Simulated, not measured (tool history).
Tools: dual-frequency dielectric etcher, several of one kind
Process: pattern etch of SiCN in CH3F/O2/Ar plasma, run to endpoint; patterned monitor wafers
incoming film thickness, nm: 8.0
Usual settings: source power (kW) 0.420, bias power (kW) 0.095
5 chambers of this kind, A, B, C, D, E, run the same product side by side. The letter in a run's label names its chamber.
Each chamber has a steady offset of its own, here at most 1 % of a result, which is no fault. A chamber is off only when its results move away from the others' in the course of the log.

run	hour	source power (kW)	bias power (kW)	endpoint time (s)
1C	8.8	0.420	0.095	19.055
2B	19.1	0.420	0.095	18.816
3D	33.8	0.420	0.095	18.836
4E	40.6	0.420	0.095	18.771
# hour 42.5: chamber E: wet clean of the chamber
5A	48.4	0.420	0.095	19.029
6C	60.4	0.420	0.095	18.901
7E	67.2	0.420	0.095	18.945
8A	75.8	0.420	0.095	19.223
9B	89.6	0.420	0.095	18.880
10D	97.6	0.420	0.095	19.148
11D	109.1	0.420	0.095	18.987
12A	119.6	0.420	0.095	19.029
13E	127.2	0.420	0.072	20.796
14B	136.6	0.420	0.072	20.913
15C	145.6	0.420	0.072	20.825
16B	152.4	0.420	0.072	20.905
17D	167.0	0.420	0.072	21.069
18E	178.3	0.420	0.095	18.863
19A	188.5	0.420	0.095	19.081
20C	196.8	0.420	0.095	19.114
21C	206.5	0.420	0.095	18.874
22A	217.1	0.420	0.095	19.147
23D	230.9	0.420	0.095	19.243
24E	246.3	0.420	0.095	19.068
25B	255.1	0.420	0.095	18.930
26E	268.0	0.420	0.095	18.916
27B	279.2	0.420	0.095	18.887
28D	290.8	0.420	0.095	19.522
29A	300.9	0.420	0.095	18.941
30C	310.8	0.450	0.117	17.025
31E	319.9	0.450	0.117	17.000
32C	334.1	0.450	0.117	17.218
# hour 339.9: chamber C: wet clean of the chamber
33D	347.5	0.450	0.117	17.572
34B	355.8	0.450	0.117	16.956
# hour 369.8: chamber A: wet clean of the chamber
35A	370.1	0.420	0.095	19.060
36D	379.5	0.420	0.095	19.572
37B	390.0	0.420	0.095	18.896
38C	399.3	0.420	0.095	18.917
39E	413.4	0.420	0.095	18.817
# hour 417.2: chamber A: source power generator calibrated
40A	425.3	0.420	0.095	18.763
41A	434.4	0.420	0.095	18.904
42C	445.0	0.420	0.095	19.060
43B	460.4	0.420	0.095	18.940

All 5 chambers run these settings next. Forecast each chamber's results:
44A	471.5	0.420	0.095	?
44B	471.5	0.420	0.095	?
44C	471.5	0.420	0.095	?
44D	471.5	0.420	0.095	?
44E	471.5	0.420	0.095	?

run	endpoint time (s)
44A	19.118
44B	18.856
44C	19.148
44D	19.997
44E	18.877
